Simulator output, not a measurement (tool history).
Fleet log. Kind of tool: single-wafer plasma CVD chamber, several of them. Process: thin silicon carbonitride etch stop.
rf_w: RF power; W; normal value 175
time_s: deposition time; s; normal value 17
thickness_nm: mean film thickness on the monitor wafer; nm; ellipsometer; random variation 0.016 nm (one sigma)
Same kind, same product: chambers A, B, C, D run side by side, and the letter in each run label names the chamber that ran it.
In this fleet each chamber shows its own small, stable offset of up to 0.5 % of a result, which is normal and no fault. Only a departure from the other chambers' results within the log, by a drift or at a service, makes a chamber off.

run	hour	rf_w	time_s	hours since the last thermocouple change	hours since the last RF generator calibration	read-back reference wafer on the same gauge, thickness_nm	thickness_nm
1A	7.9	175	17	49.1	921.8	8.0325	9.2751
2D	16.1	175	17	1204.7	1212.3	8.0342	9.3485
3B	20.4	175	17	1946.6	422.2	8.0365	9.2836
4C	27.8	175	17	898.1	1173.7	8.0394	9.3311
5A	32.6	175	17	73.8	946.5	8.0399	9.3017
6B	36.3	175	17	1962.5	438.1	8.0395	9.2868
7C	44.7	175	17	915	1190.6	8.0422	9.3029
8D	48.6	175	17	1237.2	1244.8	8.0444	9.3518
9D	55.8	175	17	1244.4	1252	8.046	9.3808
10A	61.4	200	17	102.6	975.3	8.0478	9.6788
11B	68	200	17	1994.2	469.8	8.0489	9.6808
12C	76.1	200	17	946.4	1222	8.0491	9.6615
13A	81.3	200	17	122.5	995.2	8.0576	9.6889
# hour 81.9: chamber C: thermocouple changed; heater temperature recalibrated
14C	86.1	175	17	4.2	1232	8.0567	9.2765
15D	91.6	175	17	1280.2	1287.8	8.0558	9.3942
# hour 94.7: chamber D: thermocouple changed; heater temperature recalibrated
16B	96.9	175	19.1	2023.1	498.7	8.0561	10.474
17D	104.5	175	19.1	9.8	1300.7	8.0589	10.555
18C	111.9	175	19.1	30	1257.8	8.0622	10.466
19B	118.6	175	19.1	2044.8	520.4	8.0699	10.467
20A	123.6	175	17	164.8	1037.5	8.066	9.3233
21D	127.8	175	17	33.1	1324	8.0683	9.4144
22A	132.7	175	17	173.9	1046.6	8.0675	9.308
23C	140	175	17	58.1	1285.9	8.0676	9.3364
24B	144.7	175	17	2070.9	546.5	8.0728	9.304
25C	153.1	175	17	71.2	1299	8.0767	9.3506
26B	161.3	175	17	2087.5	563.1	8.0781	9.3484
27A	166.6	175	17	207.8	1080.5	8.0826	9.3255
28D	175	175	17	80.3	1371.2	8.0777	9.447
29B	179	175	17	2105.2	580.8	8.0834	9.3561
30D	183.6	175	17	88.9	1379.8	8.0863	9.4255
31A	189	175	17	230.2	1102.9	8.0879	9.2902

What goes on in this fleet: one chamber off, a drifting gauge, or nothing beyond the chambers' own small offsets? Name the chamber and the cause, if any.

Every chamber seems to shift together because the gauge that measures them all drifts; the chambers themselves are fine.
Cause: gauge reads high (%) = 0.721.
